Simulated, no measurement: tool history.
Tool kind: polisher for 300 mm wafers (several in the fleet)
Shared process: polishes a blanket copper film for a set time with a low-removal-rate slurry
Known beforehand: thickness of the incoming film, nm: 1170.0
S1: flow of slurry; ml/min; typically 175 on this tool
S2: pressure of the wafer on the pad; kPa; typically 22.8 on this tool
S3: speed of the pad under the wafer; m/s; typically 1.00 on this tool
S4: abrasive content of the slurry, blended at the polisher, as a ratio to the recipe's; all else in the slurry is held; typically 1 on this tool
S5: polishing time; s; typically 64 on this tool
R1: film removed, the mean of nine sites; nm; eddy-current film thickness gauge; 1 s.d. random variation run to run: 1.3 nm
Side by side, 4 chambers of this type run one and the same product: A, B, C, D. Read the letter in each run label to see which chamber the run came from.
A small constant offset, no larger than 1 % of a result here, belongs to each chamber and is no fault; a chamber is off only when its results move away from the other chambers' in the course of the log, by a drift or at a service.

run	hour	S1	S2	S3	S4	S5	R1
1B	7.4	175	22.8	1.00	1	64	204.33
# hour 7.8: chamber D: worn pad replaced by a new one
2D	15.5	175	22.8	1.00	1	64	207.73
# hour 16.7: chamber A: head pressure recalibrated
3C	21.4	175	22.8	1.00	1	64	203.74
4A	29.3	175	22.8	1.00	1	64	204.00
5A	35.8	175	27.6	1.00	1	73	285.28
6B	39.4	175	27.6	1.00	1	73	281.36
7C	44.4	175	27.6	1.00	1	73	288.51
# hour 47.7: chamber A: worn pad replaced by a new one
8D	51.8	175	27.6	1.00	1	73	286.85
9D	59.4	175	22.8	1.00	1	64	205.19
10A	66.2	175	22.8	0.72	1	64	146.80
11C	71.8	175	22.8	0.72	1	64	153.65
12B	76.4	175	22.8	0.72	1	64	146.14
# hour 77.0: chamber D: slurry blender recalibrated
# hour 77.1: chamber C: worn pad replaced by a new one
13B	80.3	175	22.8	0.72	1	64	144.83
14D	87.5	175	22.8	1.00	1	64	206.55
# hour 88.8: chamber D: worn pad replaced by a new one
# hour 91.4: chamber B: worn pad replaced by a new one
15A	94.2	175	22.8	1.00	1	64	202.79
# hour 96.9: chamber A: worn pad replaced by a new one
16C	98.1	175	17.9	1.00	1	64	170.62
# hour 99.2: chamber C: slurry nozzle cleaned
17D	103.3	175	17.9	1.00	1	64	161.42
18B	110.9	175	17.9	1.00	1	64	161.78
19A	117.0	175	17.9	1.00	1	64	160.37
20C	123.1	175	22.8	1.00	1	64	219.61
21D	128.4	175	22.8	1.00	1	64	205.56
# hour 130.4: chamber A: slurry blender recalibrated
22A	135.2	175	22.8	1.00	1	64	205.02
# hour 136.9: chamber C: slurry blender recalibrated
# hour 138.4: chamber B: slurry blender recalibrated
23C	138.9	175	22.8	1.00	1	64	220.41
24B	145.9	175	22.8	1.00	1	64	204.27

Does one chamber stand apart from the rest, does the shared gauge drift, or is all well apart from small per-chamber offsets? Give the chamber and the most likely cause, where there is one.

It is chamber C that slowly wanders off from its peers.
Most likely cause: head's pressure above its setpoint, % = 9.13.

Below are 4 candidate recipes for chamber C's next run, each the usual settings with a change, their results shown as question marks. Which of them brings C's results back in line with what the other chambers give on the usual settings?
In-line tolerance around the mean of the other chambers on the usual settings: R1 4.40 nm
25C-1	151.9	175	22.1	1.00	1	61	?
25C-2	151.9	175	23.4	1.02	1	66	?
25C-3	151.9	175	22.8	1.00	1	73	?
25C-4	151.9	175	21.4	1.00	1	60	?

The mean the other chambers reach with the usual settings: R1 205.08 nm
run	R1
25C-1	207.11
25C-2	243.05
25C-3	255.69
25C-4	197.28
The answer is 25C-1, which returns the chamber to within the allowed miss of the others.
